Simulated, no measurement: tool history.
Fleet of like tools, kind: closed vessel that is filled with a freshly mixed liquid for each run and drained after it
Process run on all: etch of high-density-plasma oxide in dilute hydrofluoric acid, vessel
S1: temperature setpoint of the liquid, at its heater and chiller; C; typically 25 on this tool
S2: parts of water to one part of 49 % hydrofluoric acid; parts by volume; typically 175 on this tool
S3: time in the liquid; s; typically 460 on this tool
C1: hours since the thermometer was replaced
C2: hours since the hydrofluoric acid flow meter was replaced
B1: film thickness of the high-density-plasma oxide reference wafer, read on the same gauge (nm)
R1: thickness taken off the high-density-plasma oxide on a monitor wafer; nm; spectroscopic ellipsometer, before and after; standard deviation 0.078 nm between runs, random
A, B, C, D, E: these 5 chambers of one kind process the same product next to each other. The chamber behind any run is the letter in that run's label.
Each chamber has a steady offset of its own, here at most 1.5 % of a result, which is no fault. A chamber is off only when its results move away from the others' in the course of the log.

Run 1D, hour 12.5: usual settings; C1 437.2; C2 1598.1; B1 150.02. Result: R1 12.845 nm.
Run 2E, hour 19.2: usual settings; C1 1519; C2 1679.5; B1 150. Result: R1 12.899 nm.
Run 3C, hour 26.3: usual settings; C1 1199.1; C2 1805.1; B1 150.02. Result: R1 12.713 nm.
Run 4A, hour 38: usual settings; C1 467.9; C2 726.8; B1 150. Result: R1 12.565 nm.
Run 5B, hour 50.1: usual settings; C1 775.4; C2 52.2; B1 149.99. Result: R1 12.676 nm.
Run 6D, hour 59.4: usual settings; C1 484.1; C2 1645; B1 150. Result: R1 12.787 nm.
At hour 60.9: chamber E: hydrofluoric acid flow meter replaced.
Run 7B, hour 71.7: usual settings but S3 255 s; C1 797; C2 73.8; B1 149.99. Result: R1 6.9919 nm.
Run 8A, hour 79.9: usual settings but S3 255 s; C1 509.8; C2 768.7; B1 150.03. Result: R1 7.0164 nm.
Run 9C, hour 90.5: usual settings but S3 255 s; C1 1263.3; C2 1869.3; B1 150.03. Result: R1 6.9879 nm.
Run 10E, hour 101.1: usual settings but S3 255 s; C1 1600.9; C2 40.2; B1 150.01. Result: R1 7.1418 nm.
At hour 110.8: chamber C: hydrofluoric acid flow meter replaced.
Run 11B, hour 110.8: usual settings but S3 255 s; C1 836.1; C2 112.9; B1 149.95. Result: R1 7.0391 nm.
Run 12C, hour 126.3: usual settings; C1 1299.1; C2 15.5; B1 149.97. Result: R1 12.707 nm.
Run 13E, hour 136.5: usual settings; C1 1636.3; C2 75.6; B1 150.01. Result: R1 12.925 nm.
Run 14A, hour 152.1: usual settings; C1 582; C2 840.9; B1 150. Result: R1 12.651 nm.
Run 15D, hour 165.2: usual settings; C1 589.9; C2 1750.8; B1 149.98. Result: R1 12.853 nm.
Run 16D, hour 177: usual settings; C1 601.7; C2 1762.6; B1 150.04. Result: R1 12.865 nm.
Run 17B, hour 185.8: usual settings but S3 665 s; C1 911.1; C2 187.9; B1 150.05. Result: R1 18.173 nm.
Run 18A, hour 197.6: usual settings but S3 665 s; C1 627.5; C2 886.4; B1 150. Result: R1 18.162 nm.
Run 19E, hour 206: usual settings but S3 665 s; C1 1705.8; C2 145.1; B1 150.04. Result: R1 18.91 nm.
Run 20C, hour 216.9: usual settings but S3 665 s; C1 1389.7; C2 106.1; B1 150. Result: R1 18.669 nm.
Run 21D, hour 225.5: usual settings but S3 665 s; C1 650.2; C2 1811.1; B1 150. Result: R1 18.481 nm.
Run 22E, hour 237.7: usual settings but S2 110 parts by volume; C1 1737.5; C2 176.8; B1 149.98. Result: R1 22.127 nm.
Run 23B, hour 252.8: usual settings but S2 110 parts by volume; C1 978.1; C2 254.9; B1 149.97. Result: R1 21.614 nm.
Run 24C, hour 264.8: usual settings but S2 110 parts by volume; C1 1437.6; C2 154; B1 150.02. Result: R1 22.861 nm.
Run 25A, hour 280.2: usual settings but S2 110 parts by volume; C1 710.1; C2 969; B1 149.95. Result: R1 21.713 nm.
Run 26D, hour 295.7: usual settings but S2 110 parts by volume; C1 720.4; C2 1881.3; B1 149.94. Result: R1 21.949 nm.
Run 27B, hour 304.7: usual settings; C1 1030; C2 306.8; B1 149.98. Result: R1 12.644 nm.
Run 28C, hour 320: usual settings; C1 1492.8; C2 209.2; B1 149.96. Result: R1 13.456 nm.
Run 29E, hour 329.6: usual settings; C1 1829.4; C2 268.7; B1 149.96. Result: R1 12.862 nm.
Run 30A, hour 341.6: usual settings; C1 771.5; C2 1030.4; B1 150.04. Result: R1 12.694 nm.
Run 31C, hour 355.1: usual settings but S3 555 s; C1 1527.9; C2 244.3; B1 149.98. Result: R1 16.436 nm.
Run 32B, hour 362.2: usual settings but S3 555 s; C1 1087.5; C2 364.3; B1 150.03. Result: R1 15.266 nm.

Each of the 5 chambers runs these same settings next. Fill in every chamber's results:
Run 33A, hour 373.5: usual settings but S3 660 s. Result: R1 ?.
Run 33B, hour 373.5: usual settings but S3 660 s. Result: R1 ?.
Run 33C, hour 373.5: usual settings but S3 660 s. Result: R1 ?.
Run 33D, hour 373.5: usual settings but S3 660 s. Result: R1 ?.
Run 33E, hour 373.5: usual settings but S3 660 s. Result: R1 ?.

run      R1
33A  17.981
33B   18.35
33C  19.613
33D  18.421
33E  18.427

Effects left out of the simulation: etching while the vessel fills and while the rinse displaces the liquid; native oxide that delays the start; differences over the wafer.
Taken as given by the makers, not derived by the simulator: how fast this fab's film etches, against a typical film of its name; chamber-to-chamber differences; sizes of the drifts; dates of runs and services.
